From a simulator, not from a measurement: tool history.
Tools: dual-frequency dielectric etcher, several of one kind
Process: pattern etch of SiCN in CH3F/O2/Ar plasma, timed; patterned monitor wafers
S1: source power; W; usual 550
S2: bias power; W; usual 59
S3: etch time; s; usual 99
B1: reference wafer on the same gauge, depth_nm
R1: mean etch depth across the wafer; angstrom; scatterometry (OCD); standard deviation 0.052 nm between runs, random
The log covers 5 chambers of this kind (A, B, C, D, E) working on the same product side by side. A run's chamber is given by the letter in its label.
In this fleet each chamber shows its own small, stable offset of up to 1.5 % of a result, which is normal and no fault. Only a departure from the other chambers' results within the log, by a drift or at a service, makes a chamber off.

{"run": "1A", "hour": 11.3, "S1": 550, "S2": 59, "S3": 99, "B1": 36.414, "R1": 396.51}
{"hour": 14.9, "done": "chamber E: bias power generator calibrated"}
{"run": "2D", "hour": 21.2, "S1": 550, "S2": 59, "S3": 99, "B1": 36.413, "R1": 386.47}
{"run": "3B", "hour": 33.3, "S1": 550, "S2": 59, "S3": 99, "B1": 36.417, "R1": 391.62}
{"run": "4C", "hour": 40.7, "S1": 550, "S2": 59, "S3": 99, "B1": 36.444, "R1": 391.62}
{"run": "5E", "hour": 46.9, "S1": 660, "S2": 59, "S3": 80.5, "B1": 36.404, "R1": 341.33}
{"run": "6D", "hour": 53.7, "S1": 660, "S2": 59, "S3": 80.5, "B1": 36.427, "R1": 337.57}
{"run": "7C", "hour": 61.2, "S1": 660, "S2": 59, "S3": 80.5, "B1": 36.424, "R1": 340.34}
{"run": "8E", "hour": 67.9, "S1": 660, "S2": 59, "S3": 80.5, "B1": 36.443, "R1": 340.57}
{"run": "9B", "hour": 78.7, "S1": 660, "S2": 59, "S3": 80.5, "B1": 36.453, "R1": 341.41}
{"run": "10A", "hour": 85.2, "S1": 550, "S2": 59, "S3": 99, "B1": 36.46, "R1": 395.43}
{"run": "11A", "hour": 95.1, "S1": 550, "S2": 59, "S3": 99, "B1": 36.453, "R1": 396.59}
{"run": "12C", "hour": 104.1, "S1": 550, "S2": 59, "S3": 99, "B1": 36.458, "R1": 391.94}
{"run": "13E", "hour": 115.1, "S1": 550, "S2": 59, "S3": 99, "B1": 36.456, "R1": 390.87}
{"hour": 116.4, "done": "chamber A: wet clean of the chamber"}
{"run": "14B", "hour": 123.0, "S1": 550, "S2": 59, "S3": 99, "B1": 36.461, "R1": 392.73}
{"hour": 123.7, "done": "chamber C: wet clean of the chamber"}
{"run": "15D", "hour": 130.2, "S1": 550, "S2": 59, "S3": 99, "B1": 36.468, "R1": 387.9}
{"run": "16D", "hour": 138.2, "S1": 550, "S2": 59, "S3": 99, "B1": 36.469, "R1": 387.27}
{"run": "17B", "hour": 147.7, "S1": 550, "S2": 59, "S3": 99, "B1": 36.466, "R1": 392.64}
{"run": "18A", "hour": 156.3, "S1": 550, "S2": 59, "S3": 99, "B1": 36.482, "R1": 397.51}
{"run": "19E", "hour": 167.6, "S1": 550, "S2": 63, "S3": 99, "B1": 36.484, "R1": 399.9}
{"hour": 170.5, "done": "chamber A: bias power generator calibrated"}
{"run": "20C", "hour": 177.5, "S1": 550, "S2": 63, "S3": 99, "B1": 36.506, "R1": 400.36}
{"run": "21A", "hour": 187.0, "S1": 550, "S2": 63, "S3": 99, "B1": 36.493, "R1": 406.34}
{"run": "22E", "hour": 193.1, "S1": 550, "S2": 63, "S3": 99, "B1": 36.508, "R1": 400.5}
{"run": "23B", "hour": 200.2, "S1": 550, "S2": 63, "S3": 99, "B1": 36.501, "R1": 401.03}
{"run": "24C", "hour": 209.7, "S1": 550, "S2": 59, "S3": 99, "B1": 36.51, "R1": 391.66}
{"run": "25D", "hour": 216.7, "S1": 470, "S2": 52, "S3": 99, "B1": 36.512, "R1": 350.81}
{"run": "26C", "hour": 223.6, "S1": 470, "S2": 52, "S3": 99, "B1": 36.525, "R1": 354.55}
{"run": "27E", "hour": 234.9, "S1": 470, "S2": 52, "S3": 99, "B1": 36.541, "R1": 355.58}
{"run": "28B", "hour": 247.0, "S1": 470, "S2": 52, "S3": 99, "B1": 36.519, "R1": 355.73}
{"run": "29A", "hour": 254.4, "S1": 470, "S2": 52, "S3": 99, "B1": 36.535, "R1": 359.25}
{"run": "30D", "hour": 259.6, "S1": 550, "S2": 59, "S3": 99, "B1": 36.54, "R1": 387.82}
{"run": "31E", "hour": 268.1, "S1": 550, "S2": 59, "S3": 99, "B1": 36.551, "R1": 392.97}
{"run": "32D", "hour": 275.5, "S1": 550, "S2": 59, "S3": 99, "B1": 36.556, "R1": 388.53}
{"hour": 280.8, "done": "chamber B: bias power generator calibrated"}
{"run": "33A", "hour": 281.8, "S1": 550, "S2": 52, "S3": 99, "B1": 36.559, "R1": 382.02}
{"run": "34C", "hour": 288.0, "S1": 550, "S2": 52, "S3": 99, "B1": 36.56, "R1": 376.12}
{"run": "35B", "hour": 295.0, "S1": 550, "S2": 52, "S3": 99, "B1": 36.553, "R1": 377.39}
{"run": "36B", "hour": 306.3, "S1": 550, "S2": 52, "S3": 99, "B1": 36.565, "R1": 377.15}
{"run": "37E", "hour": 315.1, "S1": 550, "S2": 52, "S3": 99, "B1": 36.571, "R1": 376.9}
{"run": "38A", "hour": 323.5, "S1": 550, "S2": 59, "S3": 99, "B1": 36.565, "R1": 398.45}
{"run": "39D", "hour": 330.8, "S1": 550, "S2": 59, "S3": 99, "B1": 36.576, "R1": 388}
{"run": "40C", "hour": 339.9, "S1": 620, "S2": 59, "S3": 117, "B1": 36.58, "R1": 485.64}
{"run": "41E", "hour": 351.4, "S1": 620, "S2": 59, "S3": 117, "B1": 36.596, "R1": 486.03}

Next, all 5 chambers run the settings below, one line each with question marks for the results. What does each chamber give?
{"run": "42A", "hour": 360.1, "S1": 550, "S2": 59, "S3": 99, "R1": "?"}
{"run": "42B", "hour": 360.1, "S1": 550, "S2": 59, "S3": 99, "R1": "?"}
{"run": "42C", "hour": 360.1, "S1": 550, "S2": 59, "S3": 99, "R1": "?"}
{"run": "42D", "hour": 360.1, "S1": 550, "S2": 59, "S3": 99, "R1": "?"}
{"run": "42E", "hour": 360.1, "S1": 550, "S2": 59, "S3": 99, "R1": "?"}

run=42A R1=397.93
run=42B R1=394.36
run=42C R1=393.19
run=42D R1=389.93
run=42E R1=393.27
